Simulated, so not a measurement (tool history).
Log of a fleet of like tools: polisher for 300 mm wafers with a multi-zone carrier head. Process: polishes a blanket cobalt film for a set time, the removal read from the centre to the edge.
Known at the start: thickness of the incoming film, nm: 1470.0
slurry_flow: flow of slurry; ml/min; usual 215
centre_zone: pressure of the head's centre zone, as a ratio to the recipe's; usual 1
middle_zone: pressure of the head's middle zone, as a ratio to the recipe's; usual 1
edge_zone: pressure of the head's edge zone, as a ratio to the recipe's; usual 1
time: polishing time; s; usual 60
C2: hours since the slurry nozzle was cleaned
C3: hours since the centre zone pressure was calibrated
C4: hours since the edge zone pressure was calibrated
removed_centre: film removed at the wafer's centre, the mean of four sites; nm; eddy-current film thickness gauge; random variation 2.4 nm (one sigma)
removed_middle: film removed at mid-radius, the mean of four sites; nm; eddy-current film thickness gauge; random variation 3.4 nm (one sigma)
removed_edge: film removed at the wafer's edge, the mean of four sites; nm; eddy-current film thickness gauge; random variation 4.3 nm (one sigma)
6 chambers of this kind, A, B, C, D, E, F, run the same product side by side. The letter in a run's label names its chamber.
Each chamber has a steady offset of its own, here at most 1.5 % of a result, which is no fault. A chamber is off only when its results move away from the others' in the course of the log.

-- hour=6.5 chamber A: worn pad replaced by a new one
run 1D hour=10.7 | slurry_flow=215 centre_zone=1 middle_zone=1 edge_zone=1 time=60 | wafers_polished_on_this_pad=238 C2=137 C3=467.6 C4=756.7 | removed_centre=351.01 removed_middle=350.01 removed_edge=346.92
run 2F hour=19.2 | slurry_flow=215 centre_zone=1 middle_zone=1 edge_zone=1 time=60 | wafers_polished_on_this_pad=323 C2=438.7 C3=281.4 C4=208 | removed_centre=348.05 removed_middle=356.27 removed_edge=363.75
-- hour=22.9 chamber E: worn pad replaced by a new one
-- hour=26.2 chamber B: centre zone pressure recalibrated
run 3E hour=28.2 | slurry_flow=215 centre_zone=1 middle_zone=1 edge_zone=1 time=60 | wafers_polished_on_this_pad=71 C2=277.1 C3=963.5 C4=132.8 | removed_centre=361.59 removed_middle=351.98 removed_edge=361.33
-- hour=29.3 chamber C: worn pad replaced by a new one
run 4C hour=42.9 | slurry_flow=215 centre_zone=1 middle_zone=1 edge_zone=1 time=60 | wafers_polished_on_this_pad=182 C2=168.7 C3=333.3 C4=459.7 | removed_centre=355.89 removed_middle=360.74 removed_edge=354.09
run 5B hour=50.8 | slurry_flow=215 centre_zone=1 middle_zone=1 edge_zone=1 time=60 | wafers_polished_on_this_pad=834 C2=712 C3=24.6 C4=449.5 | removed_centre=347.31 removed_middle=349.01 removed_edge=354.91
run 6A hour=62.5 | slurry_flow=215 centre_zone=1 middle_zone=1 edge_zone=1 time=60 | wafers_polished_on_this_pad=749 C2=519.7 C3=839.2 C4=682.1 | removed_centre=354.29 removed_middle=350.6 removed_edge=354.57
-- hour=64.6 chamber A: centre zone pressure recalibrated
run 7E hour=74.7 | slurry_flow=215 centre_zone=1 middle_zone=1 edge_zone=1 time=52 | wafers_polished_on_this_pad=692 C2=323.6 C3=1010 C4=179.3 | removed_centre=308.07 removed_middle=305.53 removed_edge=305.74
-- hour=80.9 chamber B: worn pad replaced by a new one
-- hour=82.3 chamber D: worn pad replaced by a new one
-- hour=87 chamber A: worn pad replaced by a new one
-- hour=87.3 chamber F: worn pad replaced by a new one
run 8A hour=90.5 | slurry_flow=215 centre_zone=1 middle_zone=1 edge_zone=1 time=52 | wafers_polished_on_this_pad=47 C2=547.7 C3=25.9 C4=710.1 | removed_centre=310.87 removed_middle=303.8 removed_edge=301.51
run 9B hour=101.3 | slurry_flow=215 centre_zone=1 middle_zone=1 edge_zone=1 time=52 | wafers_polished_on_this_pad=272 C2=762.5 C3=75.1 C4=500 | removed_centre=304.32 removed_middle=304.68 removed_edge=315.69
run 10F hour=108.7 | slurry_flow=215 centre_zone=1 middle_zone=1 edge_zone=1 time=52 | wafers_polished_on_this_pad=286 C2=528.2 C3=370.9 C4=297.5 | removed_centre=302.86 removed_middle=311.66 removed_edge=307.8
-- hour=120.7 chamber E: worn pad replaced by a new one
run 11C hour=124.1 | slurry_flow=215 centre_zone=1 middle_zone=1 edge_zone=1 time=52 | wafers_polished_on_this_pad=1267 C2=249.9 C3=414.5 C4=540.9 | removed_centre=306.19 removed_middle=311.16 removed_edge=307.68
-- hour=124.2 chamber C: worn pad replaced by a new one
run 12D hour=136.1 | slurry_flow=215 centre_zone=1 middle_zone=1 edge_zone=1 time=52 | wafers_polished_on_this_pad=719 C2=262.4 C3=593 C4=882.1 | removed_centre=304.75 removed_middle=309.69 removed_edge=300.44
-- hour=139.5 chamber E: slurry nozzle cleaned
run 13D hour=152.1 | slurry_flow=215 centre_zone=1 middle_zone=1 edge_zone=1 time=60 | wafers_polished_on_this_pad=933 C2=278.4 C3=609 C4=898.1 | removed_centre=350.09 removed_middle=352.87 removed_edge=351.45
run 14B hour=163.5 | slurry_flow=215 centre_zone=1 middle_zone=1 edge_zone=1 time=60 | wafers_polished_on_this_pad=1104 C2=824.7 C3=137.3 C4=562.2 | removed_centre=355.12 removed_middle=349.56 removed_edge=348.77
-- hour=166.2 chamber A: worn pad replaced by a new one
-- hour=169.4 chamber F: worn pad replaced by a new one
run 15A hour=170.5 | slurry_flow=215 centre_zone=1 middle_zone=1 edge_zone=1 time=60 | wafers_polished_on_this_pad=58 C2=627.7 C3=105.9 C4=790.1 | removed_centre=354.54 removed_middle=356.67 removed_edge=351.78
-- hour=171.8 chamber D: centre zone pressure recalibrated
-- hour=176.8 chamber F: slurry nozzle cleaned
-- hour=178.2 chamber D: worn pad replaced by a new one
run 16F hour=179.9 | slurry_flow=215 centre_zone=1 middle_zone=1 edge_zone=1 time=60 | wafers_polished_on_this_pad=141 C2=3.2 C3=442.1 C4=368.7 | removed_centre=351.53 removed_middle=356.17 removed_edge=352.16
-- hour=181.2 chamber D: edge zone pressure recalibrated
-- hour=185.9 chamber B: worn pad replaced by a new one
run 17E hour=191.6 | slurry_flow=215 centre_zone=1 middle_zone=1 edge_zone=1 time=60 | wafers_polished_on_this_pad=949 C2=52.2 C3=1126.9 C4=296.2 | removed_centre=355.98 removed_middle=356.27 removed_edge=355.42
run 18C hour=203.7 | slurry_flow=215 centre_zone=1 middle_zone=1 edge_zone=1 time=60 | wafers_polished_on_this_pad=1064 C2=329.5 C3=494.1 C4=620.5 | removed_centre=357.66 removed_middle=353.92 removed_edge=351.9
-- hour=205.2 chamber C: worn pad replaced by a new one
run 19E hour=211.9 | slurry_flow=215 centre_zone=1 middle_zone=1 edge_zone=1 time=60 | wafers_polished_on_this_pad=1220 C2=72.5 C3=1147.2 C4=316.5 | removed_centre=361.4 removed_middle=359.6 removed_edge=355.28
-- hour=216.6 chamber A: edge zone pressure recalibrated
-- hour=220.8 chamber B: slurry nozzle cleaned
-- hour=221.3 chamber E: worn pad replaced by a new one
run 20F hour=224.7 | slurry_flow=215 centre_zone=1 middle_zone=1 edge_zone=1 time=60 | wafers_polished_on_this_pad=740 C2=48 C3=486.9 C4=413.5 | removed_centre=346.94 removed_middle=358.98 removed_edge=360.84
run 21B hour=235.2 | slurry_flow=215 centre_zone=1 middle_zone=1.11 edge_zone=1 time=60 | wafers_polished_on_this_pad=660 C2=14.4 C3=209 C4=633.9 | removed_centre=351.92 removed_middle=391.12 removed_edge=352.71
run 22D hour=246.8 | slurry_flow=215 centre_zone=1 middle_zone=1.11 edge_zone=1 time=60 | wafers_polished_on_this_pad=917 C2=373.1 C3=75.1 C4=65.6 | removed_centre=352.34 removed_middle=391.92 removed_edge=354.44
-- hour=249.9 chamber A: worn pad replaced by a new one
-- hour=254 chamber D: worn pad replaced by a new one
-- hour=256.3 chamber F: worn pad replaced by a new one
-- hour=260.5 chamber F: edge zone pressure recalibrated
run 23C hour=262.2 | slurry_flow=215 centre_zone=1 middle_zone=1.11 edge_zone=1 time=60 | wafers_polished_on_this_pad=763 C2=388 C3=552.6 C4=679 | removed_centre=355.32 removed_middle=394.8 removed_edge=356.4
run 24A hour=272.5 | slurry_flow=215 centre_zone=1 middle_zone=1.11 edge_zone=1 time=60 | wafers_polished_on_this_pad=302 C2=729.7 C3=207.9 C4=55.9 | removed_centre=357.29 removed_middle=390.17 removed_edge=354.43
run 25B hour=288.3 | slurry_flow=215 centre_zone=1 middle_zone=1.11 edge_zone=1 time=60 | wafers_polished_on_this_pad=1370 C2=67.5 C3=262.1 C4=687 | removed_centre=350.53 removed_middle=388.81 removed_edge=350.76
run 26D hour=301.8 | slurry_flow=215 centre_zone=1 middle_zone=1.11 edge_zone=1 time=60 | wafers_polished_on_this_pad=639 C2=428.1 C3=130.1 C4=120.6 | removed_centre=347.58 removed_middle=395.28 removed_edge=350.89
-- hour=306.1 chamber B: worn pad replaced by a new one
-- hour=306.3 chamber C: worn pad replaced by a new one
run 27F hour=310 | slurry_flow=215 centre_zone=1 middle_zone=1 edge_zone=1 time=60 | wafers_polished_on_this_pad=718 C2=133.3 C3=572.2 C4=49.5 | removed_centre=348.46 removed_middle=359.48 removed_edge=356.92
run 28E hour=325 | slurry_flow=215 centre_zone=1 middle_zone=1 edge_zone=1 time=60 | wafers_polished_on_this_pad=1386 C2=185.6 C3=1260.3 C4=429.6 | removed_centre=359.46 removed_middle=357.46 removed_edge=351.22
run 29C hour=332.1 | slurry_flow=215 centre_zone=1 middle_zone=1 edge_zone=1 time=60 | wafers_polished_on_this_pad=345 C2=457.9 C3=622.5 C4=748.9 | removed_centre=356.18 removed_middle=362.58 removed_edge=362.98
-- hour=333.3 chamber A: worn pad replaced by a new one
-- hour=335.8 chamber D: worn pad replaced by a new one
-- hour=338.4 chamber F: worn pad replaced by a new one
-- hour=340 chamber E: worn pad replaced by a new one
run 30A hour=346.5 | slurry_flow=215 centre_zone=1 middle_zone=1 edge_zone=1 time=60 | wafers_polished_on_this_pad=176 C2=803.7 C3=281.9 C4=129.9 | removed_centre=357.69 removed_middle=356.71 removed_edge=354.83
run 31A hour=361.9 | slurry_flow=215 centre_zone=1 middle_zone=1 edge_zone=1 time=60 | wafers_polished_on_this_pad=382 C2=819.1 C3=297.3 C4=145.3 | removed_centre=353.96 removed_middle=357.32 removed_edge=349.57
run 32B hour=375.7 | slurry_flow=215 centre_zone=1 middle_zone=1 edge_zone=1 time=60 | wafers_polished_on_this_pad=930 C2=154.9 C3=349.5 C4=774.4 | removed_centre=350.46 removed_middle=355.29 removed_edge=355.92
run 33E hour=391.9 | slurry_flow=215 centre_zone=1 middle_zone=1 edge_zone=1 time=60 | wafers_polished_on_this_pad=695 C2=252.5 C3=1327.2 C4=496.5 | removed_centre=358.51 removed_middle=358.8 removed_edge=359.86
-- hour=401.1 chamber C: worn pad replaced by a new one
run 34F hour=401.9 | slurry_flow=215 centre_zone=1 middle_zone=1 edge_zone=1 time=60 | wafers_polished_on_this_pad=849 C2=225.2 C3=664.1 C4=141.4 | removed_centre=347.69 removed_middle=356.46 removed_edge=353.37
run 35C hour=412.9 | slurry_flow=215 centre_zone=1 middle_zone=1 edge_zone=1 time=60 | wafers_polished_on_this_pad=157 C2=538.7 C3=703.3 C4=829.7 | removed_centre=357.1 removed_middle=361.17 removed_edge=355.68
run 36D hour=420.5 | slurry_flow=215 centre_zone=1 middle_zone=1 edge_zone=1 time=60 | wafers_polished_on_this_pad=1133 C2=546.8 C3=248.8 C4=239.3 | removed_centre=350.5 removed_middle=354.8 removed_edge=351.74

What goes on in this fleet: one chamber off, a drifting gauge, or nothing beyond the chambers' own small offsets? Name the chamber and the cause, if any.

No chamber stands off beyond its own small offset, and the gauge holds steady.

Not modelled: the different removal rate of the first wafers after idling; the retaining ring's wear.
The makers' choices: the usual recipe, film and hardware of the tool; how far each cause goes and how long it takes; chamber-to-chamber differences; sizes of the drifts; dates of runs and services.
